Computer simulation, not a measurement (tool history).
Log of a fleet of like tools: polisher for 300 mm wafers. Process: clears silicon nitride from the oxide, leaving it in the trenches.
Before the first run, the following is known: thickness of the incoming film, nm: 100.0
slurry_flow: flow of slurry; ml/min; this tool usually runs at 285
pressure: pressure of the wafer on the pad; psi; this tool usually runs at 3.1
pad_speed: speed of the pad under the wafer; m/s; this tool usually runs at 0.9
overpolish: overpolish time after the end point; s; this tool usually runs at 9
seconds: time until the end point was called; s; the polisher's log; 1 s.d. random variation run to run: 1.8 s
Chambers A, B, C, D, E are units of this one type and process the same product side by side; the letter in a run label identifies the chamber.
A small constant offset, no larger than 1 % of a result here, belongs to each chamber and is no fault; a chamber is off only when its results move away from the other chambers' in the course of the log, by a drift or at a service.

run	hour	slurry_flow	pressure	pad_speed	overpolish	wafers polished on this pad	hours since the slurry nozzle was cleaned	hours since the head pressure was calibrated	seconds
1C	4.7	285	3.1	0.9	9	1028	315.9	61.6	89.096
2D	11.6	285	3.1	0.9	9	423	151.6	330.4	88.507
3B	19.7	285	3.1	0.9	9	394	325.5	920.6	93.02
4A	25.8	285	3.1	0.9	9	891	393.2	272.7	92.359
5E	32.9	285	3.1	0.9	9	220	314.6	766.4	92.899
6A	41.3	285	3.1	0.9	9	993	408.7	288.2	91.454
# hour 45.3: chamber A: slurry nozzle cleaned
7D	47.2	285	2.3	0.9	9	657	187.2	366	124.27
8B	54.5	285	2.3	0.9	9	622	360.3	955.4	122.43
9E	60.9	285	2.3	0.9	9	403	342.6	794.4	122.53
10C	66.8	285	2.3	0.9	9	1435	378	123.7	125.58
11C	74.8	285	2.3	0.9	9	1488	386	131.7	125.82
# hour 78.2: chamber A: worn pad replaced by a new one
12B	78.6	285	3.1	0.9	9	780	384.4	979.5	93.019
# hour 78.7: chamber B: worn pad replaced by a new one
13A	86	285	3.1	0.9	9	51	40.8	332.9	90.678
# hour 87.7: chamber C: worn pad replaced by a new one
14E	92.7	285	3.1	1.14	11	612	374.4	826.2	73.63
15D	97.2	285	3.1	1.14	11	985	237.2	416	72.498
# hour 104.4: chamber D: worn pad replaced by a new one
16B	105.3	285	3.1	1.14	11	174	411.1	1006.2	73.508
17C	111.3	285	3.1	1.14	11	154	422.5	168.2	72.926
18A	117.6	285	3.1	1.14	11	258	72.4	364.5	71.949
19E	121.8	285	3.1	0.9	9	803	403.5	855.3	93.338
20D	125.8	285	3.1	0.9	9	140	265.8	444.6	91.654
21A	133.1	285	3.1	0.9	9	360	87.9	380	96.794
22B	136.9	285	3.1	0.9	9	382	442.7	1037.8	89.438
23E	144.6	285	3.1	0.9	9	952	426.3	878.1	90.983
24C	151.3	285	3.1	0.9	9	417	462.5	208.2	90.121
25D	156.7	285	3.1	0.9	9	343	296.7	475.5	94.083
# hour 161.6: chamber E: worn pad replaced by a new one
26A	162.7	285	3.1	0.9	9	554	117.5	409.6	94.077
# hour 166: chamber D: slurry nozzle cleaned
27E	167.8	285	3.1	0.9	9	41	449.5	901.3	89.821
28C	175.1	285	3.1	0.9	9	573	486.3	232	90.784
29D	183.4	285	3.1	0.9	9	518	17.4	502.2	90.892
30B	191.2	285	3.1	0.9	9	738	497	1092.1	92.871
31E	195.2	285	3.1	0.9	9	220	476.9	928.7	94.772
32B	199.7	285	3.1	0.9	9	793	505.5	1100.6	87.713
33C	206.8	285	3.1	0.9	9	781	518	263.7	92.977
34D	212	285	3.1	0.9	9	705	46	530.8	93.163
# hour 217.4: chamber B: worn pad replaced by a new one
35A	219.4	285	3.1	0.9	9	926	174.2	466.3	92.24
36B	227.1	285	3.1	0.9	9	64	532.9	1128	92.68
37C	233.2	285	3.1	1	9	954	544.4	290.1	85.685
# hour 241.2: chamber E: head pressure recalibrated
38D	241.4	285	3.1	1	9	898	75.4	560.2	82.842
39E	245.7	285	3.1	1	9	551	527.4	4.5	83.167
40A	250	285	3.1	1	9	1126	204.8	496.9	80.495
41B	257.8	285	3.1	1	9	265	563.6	1158.7	83.175

The same settings go to every chamber for the next run, one line per chamber below. Forecast the results for each:
42A	263.9	285	2.7	0.9	9				?
42B	263.9	285	2.7	0.9	9				?
42C	263.9	285	2.7	0.9	9				?
42D	263.9	285	2.7	0.9	9				?
42E	263.9	285	2.7	0.9	9				?

run	seconds
42A	105.99
42B	102.4
42C	106.3
42D	104.95
42E	107.38
